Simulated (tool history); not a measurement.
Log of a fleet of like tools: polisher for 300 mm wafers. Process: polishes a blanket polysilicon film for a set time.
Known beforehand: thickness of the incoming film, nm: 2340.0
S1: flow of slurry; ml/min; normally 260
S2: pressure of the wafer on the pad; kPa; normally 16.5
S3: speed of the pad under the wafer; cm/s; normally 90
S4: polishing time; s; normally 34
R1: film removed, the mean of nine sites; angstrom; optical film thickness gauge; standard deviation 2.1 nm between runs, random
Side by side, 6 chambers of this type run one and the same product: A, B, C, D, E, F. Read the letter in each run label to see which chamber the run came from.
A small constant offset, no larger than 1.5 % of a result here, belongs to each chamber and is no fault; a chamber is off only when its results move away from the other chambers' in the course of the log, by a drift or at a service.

run 1A hour=13.1 | S1=260 S2=16.5 S3=90 S4=34 | R1=2436.4
-- hour=15.3 chamber D: worn pad replaced by a new one
run 2F hour=23.7 | S1=260 S2=16.5 S3=90 S4=34 | R1=2364.4
-- hour=35 chamber B: worn pad replaced by a new one
run 3C hour=36.5 | S1=260 S2=16.5 S3=90 S4=34 | R1=2414.5
run 4D hour=43 | S1=260 S2=16.5 S3=90 S4=34 | R1=2450.9
run 5B hour=51.9 | S1=260 S2=16.5 S3=90 S4=34 | R1=2415.2
-- hour=57 chamber A: worn pad replaced by a new one
run 6E hour=58.9 | S1=260 S2=16.5 S3=90 S4=34 | R1=2394.4
-- hour=61.1 chamber C: worn pad replaced by a new one
-- hour=72.6 chamber E: worn pad replaced by a new one
run 7D hour=73.2 | S1=260 S2=16.5 S3=90 S4=34 | R1=2417.7
run 8E hour=83 | S1=260 S2=16.5 S3=90 S4=34 | R1=2410.8
run 9C hour=89.8 | S1=260 S2=16.5 S3=90 S4=34 | R1=2417.1
run 10B hour=98.6 | S1=260 S2=16.5 S3=90 S4=34 | R1=2499.4
run 11A hour=108.2 | S1=260 S2=16.5 S3=90 S4=34 | R1=2450.4
run 12F hour=115.1 | S1=260 S2=16.5 S3=90 S4=34 | R1=2378.2
-- hour=118.9 chamber E: slurry nozzle cleaned
-- hour=125.8 chamber F: worn pad replaced by a new one
run 13A hour=126.7 | S1=260 S2=16.5 S3=90 S4=34 | R1=2415
-- hour=140.1 chamber C: slurry nozzle cleaned
run 14D hour=141.3 | S1=260 S2=16.5 S3=90 S4=34 | R1=2457.1
-- hour=144.1 chamber A: worn pad replaced by a new one
-- hour=146.2 chamber D: worn pad replaced by a new one
-- hour=149.5 chamber B: slurry nozzle cleaned
run 15E hour=153.9 | S1=260 S2=16.5 S3=90 S4=34 | R1=2392
run 16C hour=167.9 | S1=260 S2=16.5 S3=90 S4=34 | R1=2434
-- hour=176.9 chamber B: worn pad replaced by a new one
-- hour=181 chamber C: worn pad replaced by a new one
run 17F hour=181 | S1=260 S2=16.5 S3=90 S4=34 | R1=2403.9
run 18B hour=193 | S1=260 S2=16.5 S3=64 S4=34 | R1=1730.7
run 19F hour=202.5 | S1=260 S2=16.5 S3=64 S4=34 | R1=1724.5
-- hour=208.9 chamber F: slurry nozzle cleaned
run 20A hour=214.8 | S1=260 S2=16.5 S3=64 S4=34 | R1=1736
-- hour=225 chamber E: worn pad replaced by a new one
run 21D hour=227 | S1=260 S2=16.5 S3=64 S4=34 | R1=1727.6
-- hour=227.1 chamber A: worn pad replaced by a new one
run 22C hour=241.7 | S1=260 S2=16.5 S3=64 S4=34 | R1=1692.8
-- hour=247.3 chamber D: worn pad replaced by a new one
run 23E hour=252.6 | S1=260 S2=16.5 S3=64 S4=34 | R1=1700.9
run 24B hour=264.9 | S1=260 S2=16.5 S3=90 S4=34 | R1=2530.5
run 25D hour=275.5 | S1=305 S2=16.5 S3=68 S4=34 | R1=1857
-- hour=286.7 chamber F: worn pad replaced by a new one
run 26C hour=290 | S1=305 S2=16.5 S3=68 S4=34 | R1=1855.8
-- hour=296.9 chamber D: slurry nozzle cleaned
-- hour=302.2 chamber B: worn pad replaced by a new one
run 27B hour=303 | S1=305 S2=16.5 S3=68 S4=34 | R1=1905
-- hour=305.6 chamber C: worn pad replaced by a new one
-- hour=306.8 chamber D: head pressure recalibrated
-- hour=312.2 chamber A: worn pad replaced by a new one
run 28F hour=313.2 | S1=305 S2=16.5 S3=68 S4=34 | R1=1829.5
run 29E hour=326.9 | S1=305 S2=16.5 S3=68 S4=34 | R1=1821.6
run 30A hour=336.8 | S1=305 S2=16.5 S3=68 S4=34 | R1=1854.7
-- hour=340.8 chamber F: head pressure recalibrated
run 31A hour=345.2 | S1=260 S2=16.5 S3=90 S4=34 | R1=2422.6
run 32F hour=359.5 | S1=260 S2=16.5 S3=90 S4=34 | R1=2398.3
-- hour=366.8 chamber E: worn pad replaced by a new one
run 33E hour=369.4 | S1=260 S2=16.5 S3=90 S4=34 | R1=2412.1
-- hour=373.9 chamber D: worn pad replaced by a new one
run 34B hour=382.2 | S1=260 S2=16.5 S3=90 S4=34 | R1=2551.6
run 35D hour=390.6 | S1=260 S2=16.5 S3=90 S4=34 | R1=2419
run 36C hour=397.1 | S1=260 S2=16.5 S3=90 S4=34 | R1=2400.7
run 37C hour=408.8 | S1=260 S2=16.5 S3=90 S4=34 | R1=2429.6
run 38F hour=422.4 | S1=260 S2=16.5 S3=90 S4=34 | R1=2409.4
run 39B hour=436.2 | S1=260 S2=16.5 S3=90 S4=34 | R1=2570.3

All chambers now run identical settings, listed one chamber a line with results as question marks. What results will each chamber show?
run 40A hour=447 | S1=260 S2=16.5 S3=90 S4=39 | R1=?
run 40B hour=447 | S1=260 S2=16.5 S3=90 S4=39 | R1=?
run 40C hour=447 | S1=260 S2=16.5 S3=90 S4=39 | R1=?
run 40D hour=447 | S1=260 S2=16.5 S3=90 S4=39 | R1=?
run 40E hour=447 | S1=260 S2=16.5 S3=90 S4=39 | R1=?
run 40F hour=447 | S1=260 S2=16.5 S3=90 S4=39 | R1=?

run=40A R1=2801.3
run=40B R1=3031.2
run=40C R1=2764.3
run=40D R1=2767
run=40E R1=2752.5
run=40F R1=2796.6
